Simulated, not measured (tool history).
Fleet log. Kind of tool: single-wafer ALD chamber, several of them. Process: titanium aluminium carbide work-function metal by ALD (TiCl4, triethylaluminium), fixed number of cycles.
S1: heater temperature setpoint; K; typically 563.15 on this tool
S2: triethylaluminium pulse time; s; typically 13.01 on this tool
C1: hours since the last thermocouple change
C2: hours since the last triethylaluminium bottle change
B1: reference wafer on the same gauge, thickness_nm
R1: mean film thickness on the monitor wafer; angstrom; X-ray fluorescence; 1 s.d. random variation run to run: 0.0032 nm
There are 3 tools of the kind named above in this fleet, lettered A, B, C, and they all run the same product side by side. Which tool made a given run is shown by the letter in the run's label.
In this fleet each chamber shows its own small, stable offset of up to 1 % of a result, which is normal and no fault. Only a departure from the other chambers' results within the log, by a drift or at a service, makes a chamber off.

run 1B hour=8.8 | S1=563.15 S2=13.01 | C1=170.2 C2=160.1 | B1=1.7604 | R1=19.589
run 2A hour=15.1 | S1=563.15 S2=13.01 | C1=262.5 C2=1193.8 | B1=1.7605 | R1=19.692
run 3C hour=20.6 | S1=563.15 S2=13.01 | C1=979.1 C2=804.5 | B1=1.7609 | R1=19.507
run 4C hour=25.7 | S1=563.15 S2=13.01 | C1=984.2 C2=809.6 | B1=1.7616 | R1=19.456
run 5B hour=31.7 | S1=563.15 S2=13.01 | C1=193.1 C2=183.0 | B1=1.7618 | R1=19.647
run 6A hour=37.0 | S1=563.15 S2=13.01 | C1=284.4 C2=1215.7 | B1=1.7616 | R1=19.662
run 7C hour=40.9 | S1=563.15 S2=13.01 | C1=999.4 C2=824.8 | B1=1.7615 | R1=19.442
run 8B hour=46.3 | S1=563.15 S2=13.01 | C1=207.7 C2=197.6 | B1=1.7621 | R1=19.572
run 9A hour=54.6 | S1=563.15 S2=13.01 | C1=302.0 C2=1233.3 | B1=1.7622 | R1=19.682
run 10A hour=61.8 | S1=563.15 S2=13.01 | C1=309.2 C2=1240.5 | B1=1.7630 | R1=19.669
run 11B hour=66.8 | S1=563.15 S2=13.01 | C1=228.2 C2=218.1 | B1=1.7629 | R1=19.594
run 12C hour=75.0 | S1=563.15 S2=13.01 | C1=1033.5 C2=858.9 | B1=1.7623 | R1=19.450
run 13C hour=81.6 | S1=563.15 S2=13.01 | C1=1040.1 C2=865.5 | B1=1.7631 | R1=19.444
run 14B hour=88.0 | S1=563.15 S2=13.01 | C1=249.4 C2=239.3 | B1=1.7634 | R1=19.688
-- hour=90.1 chamber C: triethylaluminium bottle replaced
run 15A hour=93.0 | S1=563.15 S2=13.01 | C1=340.4 C2=1271.7 | B1=1.7640 | R1=19.721
run 16A hour=100.2 | S1=563.15 S2=13.01 | C1=347.6 C2=1278.9 | B1=1.7638 | R1=19.667
run 17B hour=107.0 | S1=563.15 S2=13.01 | C1=268.4 C2=258.3 | B1=1.7650 | R1=19.630
run 18C hour=113.0 | S1=563.15 S2=13.01 | C1=1071.5 C2=23.0 | B1=1.7647 | R1=19.500
run 19C hour=118.7 | S1=563.15 S2=13.01 | C1=1077.2 C2=28.7 | B1=1.7645 | R1=19.561
run 20B hour=125.6 | S1=563.15 S2=13.01 | C1=287.0 C2=276.9 | B1=1.7653 | R1=19.615
run 21A hour=132.0 | S1=563.15 S2=13.01 | C1=379.4 C2=1310.7 | B1=1.7654 | R1=19.675
run 22A hour=138.6 | S1=563.15 S2=13.01 | C1=386.0 C2=1317.3 | B1=1.7648 | R1=19.731
run 23B hour=145.4 | S1=563.15 S2=13.01 | C1=306.8 C2=296.7 | B1=1.7657 | R1=19.654
run 24C hour=151.5 | S1=563.15 S2=13.01 | C1=1110.0 C2=61.5 | B1=1.7657 | R1=19.520
run 25A hour=158.1 | S1=563.15 S2=13.01 | C1=405.5 C2=1336.8 | B1=1.7674 | R1=19.750
run 26B hour=162.2 | S1=563.15 S2=13.01 | C1=323.6 C2=313.5 | B1=1.7668 | R1=19.676
run 27C hour=168.3 | S1=563.15 S2=8.98 | C1=1126.8 C2=78.3 | B1=1.7669 | R1=18.822
-- hour=171.0 chamber A: triethylaluminium bottle replaced
run 28C hour=176.3 | S1=563.15 S2=8.98 | C1=1134.8 C2=86.3 | B1=1.7672 | R1=18.844
run 29B hour=183.7 | S1=563.15 S2=8.98 | C1=345.1 C2=335.0 | B1=1.7687 | R1=18.980
run 30A hour=191.5 | S1=563.15 S2=13.01 | C1=438.9 C2=20.6 | B1=1.7679 | R1=19.728
run 31C hour=197.9 | S1=563.15 S2=13.01 | C1=1156.4 C2=107.9 | B1=1.7683 | R1=19.525
run 32B hour=206.7 | S1=563.15 S2=11.35 | C1=368.1 C2=358.0 | B1=1.7690 | R1=19.506
run 33A hour=212.4 | S1=563.15 S2=11.35 | C1=459.8 C2=41.5 | B1=1.7686 | R1=19.541
run 34B hour=221.0 | S1=563.15 S2=11.35 | C1=382.4 C2=372.3 | B1=1.7686 | R1=19.455
run 35A hour=228.9 | S1=563.15 S2=13.01 | C1=476.3 C2=58.0 | B1=1.7691 | R1=19.754
run 36C hour=236.5 | S1=563.15 S2=13.01 | C1=1195.0 C2=146.5 | B1=1.7689 | R1=19.638
run 37B hour=241.4 | S1=563.15 S2=13.01 | C1=402.8 C2=392.7 | B1=1.7704 | R1=19.665
run 38C hour=249.7 | S1=563.15 S2=13.01 | C1=1208.2 C2=159.7 | B1=1.7702 | R1=19.586
run 39A hour=255.9 | S1=563.15 S2=13.01 | C1=503.3 C2=85.0 | B1=1.7707 | R1=19.821
run 40C hour=264.4 | S1=563.15 S2=13.01 | C1=1222.9 C2=174.4 | B1=1.7713 | R1=19.652
run 41A hour=269.6 | S1=563.15 S2=13.01 | C1=517.0 C2=98.7 | B1=1.7708 | R1=19.761
run 42B hour=275.0 | S1=563.15 S2=13.01 | C1=436.4 C2=426.3 | B1=1.7712 | R1=19.725

One chamber off, gauge drift, or nothing amiss beyond the chambers' own small offsets? If it is a chamber, which one, and what is the likeliest cause?

No chamber is off; the gauge reading every chamber's wafers drifts, which makes the whole fleet appear to move together.
Most likely cause: gauge reads high (%) = 0.66.
